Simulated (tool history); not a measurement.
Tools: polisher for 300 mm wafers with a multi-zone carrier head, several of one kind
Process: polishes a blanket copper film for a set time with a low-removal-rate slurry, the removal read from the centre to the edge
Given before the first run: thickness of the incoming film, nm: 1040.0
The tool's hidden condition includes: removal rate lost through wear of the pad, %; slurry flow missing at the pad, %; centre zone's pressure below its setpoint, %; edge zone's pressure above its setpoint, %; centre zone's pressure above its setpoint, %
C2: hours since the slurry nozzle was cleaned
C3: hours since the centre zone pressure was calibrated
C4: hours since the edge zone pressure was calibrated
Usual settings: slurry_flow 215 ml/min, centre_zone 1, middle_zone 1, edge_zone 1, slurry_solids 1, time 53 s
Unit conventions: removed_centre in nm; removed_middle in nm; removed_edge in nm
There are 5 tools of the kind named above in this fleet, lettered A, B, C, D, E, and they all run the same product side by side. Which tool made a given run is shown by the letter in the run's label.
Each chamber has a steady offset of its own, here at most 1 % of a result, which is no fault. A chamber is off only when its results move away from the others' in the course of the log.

run 1C day=0.217 | slurry_flow=215 centre_zone=1 middle_zone=1 edge_zone=1 slurry_solids=1 time=53 | wafers_polished_on_this_pad=341 C2=434.1 C3=701.6 C4=253.7 | removed_centre=162.57 removed_middle=161.81 removed_edge=163.5
run 2B day=0.375 | slurry_flow=215 centre_zone=1 middle_zone=1 edge_zone=1 slurry_solids=1 time=53 | wafers_polished_on_this_pad=462 C2=387 C3=394.7 C4=687.8 | removed_centre=164.12 removed_middle=162.03 removed_edge=161.28
run 3A day=0.521 | slurry_flow=215 centre_zone=1 middle_zone=1 edge_zone=1 slurry_solids=1 time=53 | wafers_polished_on_this_pad=320 C2=562.1 C3=75.8 C4=290.5 | removed_centre=164.07 removed_middle=165.74 removed_edge=162.78
run 4D day=0.696 | slurry_flow=215 centre_zone=1 middle_zone=1 edge_zone=1 slurry_solids=1 time=53 | wafers_polished_on_this_pad=897 C2=261.9 C3=42.2 C4=1069.4 | removed_centre=162.29 removed_middle=165.51 removed_edge=167.78
run 5E day=0.867 | slurry_flow=215 centre_zone=1 middle_zone=1 edge_zone=1 slurry_solids=1 time=53 | wafers_polished_on_this_pad=999 C2=92.6 C3=449.3 C4=395.4 | removed_centre=161.8 removed_middle=166.31 removed_edge=164.03
run 6B day=0.996 | slurry_flow=215 centre_zone=1 middle_zone=1 edge_zone=1 slurry_solids=1 time=53 | wafers_polished_on_this_pad=583 C2=401.9 C3=409.6 C4=702.7 | removed_centre=165.46 removed_middle=163.33 removed_edge=164.09
run 7A day=1.125 | slurry_flow=215 centre_zone=1 middle_zone=1 edge_zone=1 slurry_solids=1 time=53 | wafers_polished_on_this_pad=438 C2=576.6 C3=90.3 C4=305 | removed_centre=164.23 removed_middle=164.82 removed_edge=159.5
run 8E day=1.292 | slurry_flow=215 centre_zone=1 middle_zone=1 edge_zone=1 slurry_solids=1 time=53 | wafers_polished_on_this_pad=1082 C2=102.8 C3=459.5 C4=405.6 | removed_centre=162.93 removed_middle=161.77 removed_edge=163.72
run 9D day=1.567 | slurry_flow=215 centre_zone=1 middle_zone=1 edge_zone=1 slurry_solids=1 time=53 | wafers_polished_on_this_pad=1067 C2=282.8 C3=63.1 C4=1090.3 | removed_centre=161.19 removed_middle=164.58 removed_edge=164.32
run 10C day=1.762 | slurry_flow=245 centre_zone=1 middle_zone=0.91 edge_zone=1 slurry_solids=1 time=53 | wafers_polished_on_this_pad=643 C2=471.2 C3=738.7 C4=290.8 | removed_centre=166.99 removed_middle=153.43 removed_edge=165.23
run 11B day=1.938 | slurry_flow=245 centre_zone=1 middle_zone=0.91 edge_zone=1 slurry_solids=1 time=53 | wafers_polished_on_this_pad=767 C2=424.5 C3=432.2 C4=725.3 | removed_centre=166.87 removed_middle=154.56 removed_edge=164.24
-- day=2.025 chamber C: centre zone pressure recalibrated
-- day=2.025 chamber A: worn pad replaced by a new one
run 12E day=2.104 | slurry_flow=245 centre_zone=1 middle_zone=0.91 edge_zone=1 slurry_solids=1 time=53 | wafers_polished_on_this_pad=1240 C2=122.3 C3=479 C4=425.1 | removed_centre=167.62 removed_middle=154.65 removed_edge=165.78
-- day=2.267 chamber E: centre zone pressure recalibrated
run 13C day=2.267 | slurry_flow=245 centre_zone=1 middle_zone=0.91 edge_zone=1 slurry_solids=1 time=53 | wafers_polished_on_this_pad=741 C2=483.3 C3=5.8 C4=302.9 | removed_centre=164.59 removed_middle=156.17 removed_edge=166.78
run 14D day=2.492 | slurry_flow=245 centre_zone=1 middle_zone=0.91 edge_zone=1 slurry_solids=1 time=53 | wafers_polished_on_this_pad=1248 C2=305 C3=85.3 C4=1112.5 | removed_centre=162.69 removed_middle=152.84 removed_edge=165.86
run 15A day=2.617 | slurry_flow=215 centre_zone=1 middle_zone=1 edge_zone=1 slurry_solids=1 time=53 | wafers_polished_on_this_pad=115 C2=612.4 C3=126.1 C4=340.8 | removed_centre=161.51 removed_middle=167.22 removed_edge=164.17
run 16A day=2.771 | slurry_flow=215 centre_zone=1 middle_zone=1 edge_zone=1 slurry_solids=1 time=53 | wafers_polished_on_this_pad=146 C2=616.1 C3=129.8 C4=344.5 | removed_centre=164.51 removed_middle=165.29 removed_edge=159.98
run 17E day=2.975 | slurry_flow=215 centre_zone=1 middle_zone=1 edge_zone=1 slurry_solids=1 time=53 | wafers_polished_on_this_pad=1410 C2=143.2 C3=17 C4=446 | removed_centre=164.62 removed_middle=164.11 removed_edge=164.85
-- day=3.154 chamber B: worn pad replaced by a new one
-- day=3.162 chamber B: centre zone pressure recalibrated
-- day=3.183 chamber E: worn pad replaced by a new one
run 18C day=3.225 | slurry_flow=215 centre_zone=1 middle_zone=1 edge_zone=1 slurry_solids=1 time=53 | wafers_polished_on_this_pad=928 C2=506.3 C3=28.8 C4=325.9 | removed_centre=162.33 removed_middle=167.96 removed_edge=163.64
run 19B day=3.446 | slurry_flow=215 centre_zone=1 middle_zone=1 edge_zone=1 slurry_solids=1 time=53 | wafers_polished_on_this_pad=57 C2=460.7 C3=6.8 C4=761.5 | removed_centre=179.56 removed_middle=163.4 removed_edge=163.05
-- day=3.517 chamber D: worn pad replaced by a new one
run 20D day=3.721 | slurry_flow=215 centre_zone=1 middle_zone=1 edge_zone=1 slurry_solids=1 time=53 | wafers_polished_on_this_pad=40 C2=334.5 C3=114.8 C4=1142 | removed_centre=161.37 removed_middle=163.92 removed_edge=164.38
run 21D day=3.967 | slurry_flow=215 centre_zone=1 middle_zone=1 edge_zone=1 slurry_solids=1.1 time=34 | wafers_polished_on_this_pad=88 C2=340.4 C3=120.7 C4=1147.9 | removed_centre=104.69 removed_middle=108.5 removed_edge=106.74
-- day=4.096 chamber C: worn pad replaced by a new one
run 22B day=4.221 | slurry_flow=215 centre_zone=1 middle_zone=1 edge_zone=1 slurry_solids=1.1 time=34 | wafers_polished_on_this_pad=208 C2=479.3 C3=25.4 C4=780.1 | removed_centre=116.51 removed_middle=108.59 removed_edge=107.35
-- day=4.262 chamber D: edge zone pressure recalibrated
run 23A day=4.471 | slurry_flow=215 centre_zone=1 middle_zone=1 edge_zone=1 slurry_solids=1.1 time=34 | wafers_polished_on_this_pad=477 C2=656.9 C3=170.6 C4=385.3 | removed_centre=107.88 removed_middle=107.44 removed_edge=106.83
-- day=4.571 chamber E: edge zone pressure recalibrated
run 24E day=4.704 | slurry_flow=215 centre_zone=1 middle_zone=1 edge_zone=1 slurry_solids=1.1 time=34 | wafers_polished_on_this_pad=296 C2=184.7 C3=58.5 C4=3.2 | removed_centre=106.71 removed_middle=107.87 removed_edge=107.29
run 25C day=4.967 | slurry_flow=215 centre_zone=1 middle_zone=1 edge_zone=1 slurry_solids=1.1 time=34 | wafers_polished_on_this_pad=170 C2=548.1 C3=70.6 C4=367.7 | removed_centre=106.6 removed_middle=107.98 removed_edge=106.22
run 26E day=5.258 | slurry_flow=215 centre_zone=1 middle_zone=1 edge_zone=1 slurry_solids=1 time=53 | wafers_polished_on_this_pad=404 C2=198 C3=71.8 C4=16.5 | removed_centre=163.12 removed_middle=164.49 removed_edge=165.46
run 27C day=5.446 | slurry_flow=215 centre_zone=1 middle_zone=1 edge_zone=1 slurry_solids=1 time=53 | wafers_polished_on_this_pad=264 C2=559.6 C3=82.1 C4=379.2 | removed_centre=161.78 removed_middle=166.51 removed_edge=162.91
-- day=5.533 chamber A: worn pad replaced by a new one
run 28B day=5.633 | slurry_flow=215 centre_zone=1 middle_zone=1 edge_zone=1 slurry_solids=1 time=53 | wafers_polished_on_this_pad=484 C2=513.2 C3=59.3 C4=814 | removed_centre=179.61 removed_middle=164.07 removed_edge=164.01
run 29D day=5.879 | slurry_flow=215 centre_zone=1 middle_zone=1 edge_zone=1 slurry_solids=1 time=53 | wafers_polished_on_this_pad=461 C2=386.3 C3=166.6 C4=38.8 | removed_centre=161.17 removed_middle=161.42 removed_edge=166.75
run 30A day=6.033 | slurry_flow=215 centre_zone=1 middle_zone=1 edge_zone=1 slurry_solids=1 time=53 | wafers_polished_on_this_pad=97 C2=694.4 C3=208.1 C4=422.8 | removed_centre=162.33 removed_middle=163.99 removed_edge=161.68

Each of the 5 chambers runs these same settings next. Fill in every chamber's results:
run 31A day=6.242 | slurry_flow=215 centre_zone=1 middle_zone=1 edge_zone=1 slurry_solids=1 time=53 | removed_centre=? removed_middle=? removed_edge=?
run 31B day=6.242 | slurry_flow=215 centre_zone=1 middle_zone=1 edge_zone=1 slurry_solids=1 time=53 | removed_centre=? removed_middle=? removed_edge=?
run 31C day=6.242 | slurry_flow=215 centre_zone=1 middle_zone=1 edge_zone=1 slurry_solids=1 time=53 | removed_centre=? removed_middle=? removed_edge=?
run 31D day=6.242 | slurry_flow=215 centre_zone=1 middle_zone=1 edge_zone=1 slurry_solids=1 time=53 | removed_centre=? removed_middle=? removed_edge=?
run 31E day=6.242 | slurry_flow=215 centre_zone=1 middle_zone=1 edge_zone=1 slurry_solids=1 time=53 | removed_centre=? removed_middle=? removed_edge=?

run=31A removed_centre=164.4 removed_middle=164.06 removed_edge=160.78
run=31B removed_centre=180.29 removed_middle=163.03 removed_edge=158.11
run=31C removed_centre=161.02 removed_middle=165.41 removed_edge=162.95
run=31D removed_centre=162.75 removed_middle=160.39 removed_edge=166.12
run=31E removed_centre=166.4 removed_middle=165.61 removed_edge=162.88
